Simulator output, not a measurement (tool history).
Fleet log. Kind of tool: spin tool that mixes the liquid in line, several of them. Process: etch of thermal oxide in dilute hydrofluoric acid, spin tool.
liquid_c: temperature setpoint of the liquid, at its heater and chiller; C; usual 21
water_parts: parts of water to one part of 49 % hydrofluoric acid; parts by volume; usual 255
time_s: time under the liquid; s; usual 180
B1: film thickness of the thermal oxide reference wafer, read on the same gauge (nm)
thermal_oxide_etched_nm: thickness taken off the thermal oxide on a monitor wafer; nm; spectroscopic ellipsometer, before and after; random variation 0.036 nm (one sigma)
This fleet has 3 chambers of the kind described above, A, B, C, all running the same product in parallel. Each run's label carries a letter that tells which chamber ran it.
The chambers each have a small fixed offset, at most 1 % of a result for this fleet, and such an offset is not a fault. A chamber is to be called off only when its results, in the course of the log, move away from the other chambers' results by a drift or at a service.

run 1C day=0.267 | liquid_c=21 water_parts=255 time_s=180 | B1=89.977 | thermal_oxide_etched_nm=2.4865
run 2A day=0.525 | liquid_c=21 water_parts=255 time_s=180 | B1=89.995 | thermal_oxide_etched_nm=2.4775
run 3B day=0.767 | liquid_c=21 water_parts=255 time_s=180 | B1=89.977 | thermal_oxide_etched_nm=2.4476
run 4A day=1.004 | liquid_c=21 water_parts=255 time_s=180 | B1=89.995 | thermal_oxide_etched_nm=2.492
run 5B day=1.242 | liquid_c=21 water_parts=255 time_s=180 | B1=90 | thermal_oxide_etched_nm=2.5096
run 6C day=1.462 | liquid_c=21 water_parts=255 time_s=180 | B1=90.003 | thermal_oxide_etched_nm=2.496
run 7B day=1.646 | liquid_c=23.5 water_parts=165 time_s=180 | B1=89.99 | thermal_oxide_etched_nm=4.6058
run 8A day=1.775 | liquid_c=23.5 water_parts=165 time_s=180 | B1=90.02 | thermal_oxide_etched_nm=4.5796
run 9C day=1.938 | liquid_c=23.5 water_parts=165 time_s=180 | B1=89.984 | thermal_oxide_etched_nm=4.5702
run 10A day=2.092 | liquid_c=21 water_parts=255 time_s=180 | B1=89.995 | thermal_oxide_etched_nm=2.5101
run 11B day=2.333 | liquid_c=21 water_parts=145 time_s=275 | B1=89.975 | thermal_oxide_etched_nm=7.302
run 12C day=2.462 | liquid_c=21 water_parts=145 time_s=275 | B1=90.003 | thermal_oxide_etched_nm=7.3224
run 13B day=2.712 | liquid_c=21 water_parts=145 time_s=275 | B1=89.992 | thermal_oxide_etched_nm=7.4816
run 14C day=2.933 | liquid_c=21 water_parts=255 time_s=180 | B1=90.027 | thermal_oxide_etched_nm=2.4661
run 15A day=3.133 | liquid_c=21 water_parts=255 time_s=180 | B1=89.996 | thermal_oxide_etched_nm=2.4895
run 16B day=3.275 | liquid_c=21 water_parts=255 time_s=180 | B1=90.003 | thermal_oxide_etched_nm=2.4386
run 17C day=3.508 | liquid_c=21 water_parts=255 time_s=180 | B1=89.998 | thermal_oxide_etched_nm=2.4424
run 18A day=3.788 | liquid_c=21 water_parts=255 time_s=180 | B1=89.976 | thermal_oxide_etched_nm=2.3983
run 19C day=3.958 | liquid_c=21 water_parts=255 time_s=180 | B1=90.006 | thermal_oxide_etched_nm=2.5189
run 20A day=4.108 | liquid_c=21 water_parts=255 time_s=180 | B1=89.97 | thermal_oxide_etched_nm=2.4261
run 21B day=4.25 | liquid_c=21 water_parts=255 time_s=180 | B1=89.985 | thermal_oxide_etched_nm=2.4385
run 22B day=4.442 | liquid_c=21 water_parts=190 time_s=180 | B1=90.001 | thermal_oxide_etched_nm=3.519
run 23A day=4.629 | liquid_c=21 water_parts=190 time_s=180 | B1=89.999 | thermal_oxide_etched_nm=3.3362
run 24C day=4.808 | liquid_c=21 water_parts=190 time_s=180 | B1=90.026 | thermal_oxide_etched_nm=3.4889
run 25A day=4.929 | liquid_c=21 water_parts=255 time_s=180 | B1=89.999 | thermal_oxide_etched_nm=2.3397
run 26C day=5.208 | liquid_c=21 water_parts=255 time_s=180 | B1=89.998 | thermal_oxide_etched_nm=2.4743
run 27B day=5.462 | liquid_c=21 water_parts=255 time_s=180 | B1=89.996 | thermal_oxide_etched_nm=2.4523
run 28C day=5.712 | liquid_c=21 water_parts=255 time_s=180 | B1=89.98 | thermal_oxide_etched_nm=2.3969
run 29B day=5.958 | liquid_c=21 water_parts=255 time_s=180 | B1=89.997 | thermal_oxide_etched_nm=2.4526
run 30A day=6.233 | liquid_c=21 water_parts=255 time_s=180 | B1=89.975 | thermal_oxide_etched_nm=2.3207
run 31B day=6.512 | liquid_c=21 water_parts=255 time_s=180 | B1=90.022 | thermal_oxide_etched_nm=2.479
run 32A day=6.696 | liquid_c=21 water_parts=255 time_s=180 | B1=89.985 | thermal_oxide_etched_nm=2.2221

Read the log: is a single chamber off, either drifting away or since a service, is the gauge that measures every chamber drifting, or is nothing wrong beyond small per-chamber offsets? Name any odd chamber and what most likely caused it.

One chamber, A, drifts off from the rest bit by bit.
What lies behind it: hydrofluoric acid flow below the setpoint (%) = 6.94.
Not necessarily distinguishable in this log from: liquid colder than its thermometer reads (K).

Which of the 4 candidates below, each the usual settings with something changed and its results left as question marks, puts chamber A back in line with what the other chambers give on the usual settings?
A result is in line if it is within this distance of the other chambers' mean on the usual settings: thermal_oxide_etched_nm 0.12 nm
run 33A-1 day=6.896 | liquid_c=21 water_parts=255 time_s=195 | thermal_oxide_etched_nm=?
run 33A-2 day=6.896 | liquid_c=21.5 water_parts=255 time_s=210 | thermal_oxide_etched_nm=?
run 33A-3 day=6.896 | liquid_c=21 water_parts=270 time_s=165 | thermal_oxide_etched_nm=?
run 33A-4 day=6.896 | liquid_c=21 water_parts=265 time_s=175 | thermal_oxide_etched_nm=?

On the usual settings, the other chambers give on average: thermal_oxide_etched_nm 2.4519 nm
run=33A-1 thermal_oxide_etched_nm=2.4322
run=33A-2 thermal_oxide_etched_nm=2.6685
run=33A-3 thermal_oxide_etched_nm=1.9169
run=33A-4 thermal_oxide_etched_nm=2.081
With 33A-1, the chamber falls back in line with the rest.
